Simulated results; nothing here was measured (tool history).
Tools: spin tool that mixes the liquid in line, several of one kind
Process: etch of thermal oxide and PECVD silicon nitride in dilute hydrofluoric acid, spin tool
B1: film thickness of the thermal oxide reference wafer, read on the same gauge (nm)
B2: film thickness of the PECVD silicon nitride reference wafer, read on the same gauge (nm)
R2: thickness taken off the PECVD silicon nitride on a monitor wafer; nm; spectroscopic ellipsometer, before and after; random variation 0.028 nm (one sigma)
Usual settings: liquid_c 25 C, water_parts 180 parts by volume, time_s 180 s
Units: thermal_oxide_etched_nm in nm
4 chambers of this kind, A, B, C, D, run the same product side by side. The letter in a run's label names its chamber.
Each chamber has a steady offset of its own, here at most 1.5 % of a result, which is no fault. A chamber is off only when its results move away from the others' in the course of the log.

Run 1C, day 0.117: usual settings; B1 120; B2 49.973. Result: thermal_oxide_etched_nm 4.3726 nm, R2 2.4004 nm.
Run 2A, day 0.308: usual settings; B1 119.99; B2 49.978. Result: thermal_oxide_etched_nm 4.342 nm, R2 2.3628 nm.
Run 3D, day 0.5: usual settings; B1 120.02; B2 49.973. Result: thermal_oxide_etched_nm 4.3279 nm, R2 2.3439 nm.
Run 4B, day 0.679: usual settings; B1 120.01; B2 50.055. Result: thermal_oxide_etched_nm 4.3759 nm, R2 2.3709 nm.
Run 5A, day 0.85: usual settings; B1 120; B2 50.008. Result: thermal_oxide_etched_nm 4.3708 nm, R2 2.3851 nm.
Run 6C, day 1.033: usual settings but time_s 115 s; B1 120.01; B2 49.982. Result: thermal_oxide_etched_nm 2.7949 nm, R2 1.4999 nm.
Run 7B, day 1.133: usual settings but time_s 115 s; B1 120.02; B2 49.968. Result: thermal_oxide_etched_nm 2.7719 nm, R2 1.5324 nm.
Run 8D, day 1.346: usual settings but time_s 115 s; B1 120.01; B2 50.002. Result: thermal_oxide_etched_nm 2.7118 nm, R2 1.4942 nm.
Run 9D, day 1.554: usual settings but time_s 115 s; B1 119.96; B2 50.016. Result: thermal_oxide_etched_nm 2.7619 nm, R2 1.5009 nm.
Run 10C, day 1.65: usual settings; B1 120; B2 49.997. Result: thermal_oxide_etched_nm 4.3196 nm, R2 2.3364 nm.
At day 1.712: chamber C: thermometer replaced.
Run 11A, day 1.812: usual settings; B1 119.95; B2 50.024. Result: thermal_oxide_etched_nm 4.3566 nm, R2 2.41 nm.
Run 12B, day 2.012: usual settings; B1 120.01; B2 49.983. Result: thermal_oxide_etched_nm 4.3122 nm, R2 2.3874 nm.
Run 13D, day 2.229: usual settings; B1 120; B2 50.002. Result: thermal_oxide_etched_nm 4.318 nm, R2 2.3026 nm.
Run 14B, day 2.433: usual settings; B1 119.99; B2 49.995. Result: thermal_oxide_etched_nm 4.2976 nm, R2 2.3954 nm.
Run 15A, day 2.617: usual settings; B1 120.01; B2 49.998. Result: thermal_oxide_etched_nm 4.3538 nm, R2 2.3434 nm.
Run 16C, day 2.754: usual settings; B1 120.03; B2 49.994. Result: thermal_oxide_etched_nm 4.3936 nm, R2 2.2954 nm.
Run 17B, day 2.908: usual settings but liquid_c 28 C, water_parts 235 parts by volume; B1 119.95; B2 50.002. Result: thermal_oxide_etched_nm 3.4465 nm, R2 2.1952 nm.
Run 18D, day 3.125: usual settings but liquid_c 28 C, water_parts 235 parts by volume; B1 119.95; B2 50.036. Result: thermal_oxide_etched_nm 3.4536 nm, R2 2.1711 nm.
Run 19C, day 3.308: usual settings but liquid_c 28 C, water_parts 235 parts by volume; B1 120.01; B2 49.99. Result: thermal_oxide_etched_nm 3.4948 nm, R2 2.0946 nm.
Run 20A, day 3.433: usual settings but liquid_c 28 C, water_parts 235 parts by volume; B1 120; B2 50.041. Result: thermal_oxide_etched_nm 3.4671 nm, R2 2.1706 nm.
Run 21D, day 3.583: usual settings but time_s 235 s; B1 120.03; B2 50.002. Result: thermal_oxide_etched_nm 5.5793 nm, R2 3.0659 nm.
Run 22B, day 3.779: usual settings but time_s 235 s; B1 120; B2 50.008. Result: thermal_oxide_etched_nm 5.571 nm, R2 3.0894 nm.
Run 23A, day 3.908: usual settings but time_s 235 s; B1 120.04; B2 50. Result: thermal_oxide_etched_nm 5.6702 nm, R2 3.0688 nm.
Run 24C, day 4.083: usual settings but time_s 235 s; B1 119.99; B2 49.999. Result: thermal_oxide_etched_nm 5.7702 nm, R2 3.0394 nm.
Run 25C, day 4.279: usual settings but water_parts 225 parts by volume, time_s 240 s; B1 120.03; B2 49.973. Result: thermal_oxide_etched_nm 4.4075 nm, R2 2.4784 nm.
Run 26A, day 4.433: usual settings but water_parts 225 parts by volume, time_s 240 s; B1 120; B2 49.98. Result: thermal_oxide_etched_nm 4.4342 nm, R2 2.549 nm.
Run 27D, day 4.546: usual settings but water_parts 225 parts by volume, time_s 240 s; B1 119.94; B2 50.014. Result: thermal_oxide_etched_nm 4.4211 nm, R2 2.5217 nm.
Run 28B, day 4.712: usual settings but water_parts 225 parts by volume, time_s 240 s; B1 119.98; B2 49.996. Result: thermal_oxide_etched_nm 4.1975 nm, R2 2.4956 nm.
Run 29D, day 4.85: usual settings; B1 120; B2 49.976. Result: thermal_oxide_etched_nm 4.2953 nm, R2 2.3429 nm.
Run 30B, day 5.029: usual settings but liquid_c 27.5 C, time_s 110 s; B1 119.95; B2 50.01. Result: thermal_oxide_etched_nm 2.7843 nm, R2 1.6375 nm.
Run 31A, day 5.192: usual settings but liquid_c 27.5 C, time_s 110 s; B1 119.97; B2 50.006. Result: thermal_oxide_etched_nm 2.9553 nm, R2 1.6836 nm.
Run 32C, day 5.404: usual settings but liquid_c 27.5 C, time_s 110 s; B1 120; B2 49.971. Result: thermal_oxide_etched_nm 2.9275 nm, R2 1.6854 nm.
Run 33C, day 5.575: usual settings but liquid_c 27.5 C, time_s 110 s; B1 120.04; B2 49.971. Result: thermal_oxide_etched_nm 2.9314 nm, R2 1.6784 nm.
Run 34D, day 5.683: usual settings; B1 119.97; B2 50.01. Result: thermal_oxide_etched_nm 4.4067 nm, R2 2.3248 nm.
Run 35B, day 5.9: usual settings; B1 120; B2 49.994. Result: thermal_oxide_etched_nm 4.1589 nm, R2 2.2548 nm.

What goes on in this fleet: one chamber off, a drifting gauge, or nothing beyond the chambers' own small offsets? Name the chamber and the cause, if any.

Chamber B drifts away from the others.
Cause: hydrofluoric acid flow below the setpoint (%) = 4.39.

Here are 4 candidates for chamber B's next run, each the usual settings with a change, their results left as question marks. Which one brings its results back in line with what the others give on the usual settings?
In line means no further than this from the other chambers' mean on the usual settings: thermal_oxide_etched_nm 0.1 nm; R2 0.097 nm
Run 36B-1, day 6.062: usual settings but liquid_c 26 C, water_parts 200 parts by volume, time_s 175 s. Result: thermal_oxide_etched_nm ?, R2 ?.
Run 36B-2, day 6.062: usual settings but liquid_c 24.5 C, water_parts 170 parts by volume. Result: thermal_oxide_etched_nm ?, R2 ?.
Run 36B-3, day 6.062: usual settings but liquid_c 23.5 C, water_parts 155 parts by volume. Result: thermal_oxide_etched_nm ?, R2 ?.
Run 36B-4, day 6.062: usual settings but liquid_c 25.5 C, water_parts 190 parts by volume. Result: thermal_oxide_etched_nm ?, R2 ?.

The other chambers' mean on the usual settings: thermal_oxide_etched_nm 4.3497 nm; R2 2.3565 nm
  run  thermal_oxide_etched_nm      R2
36B-1                   3.6348  2.1387
36B-2                   4.3219  2.3598
36B-3                   4.6527  2.4295
36B-4                   3.9126  2.2458
36B-2 brings the chamber back in line.

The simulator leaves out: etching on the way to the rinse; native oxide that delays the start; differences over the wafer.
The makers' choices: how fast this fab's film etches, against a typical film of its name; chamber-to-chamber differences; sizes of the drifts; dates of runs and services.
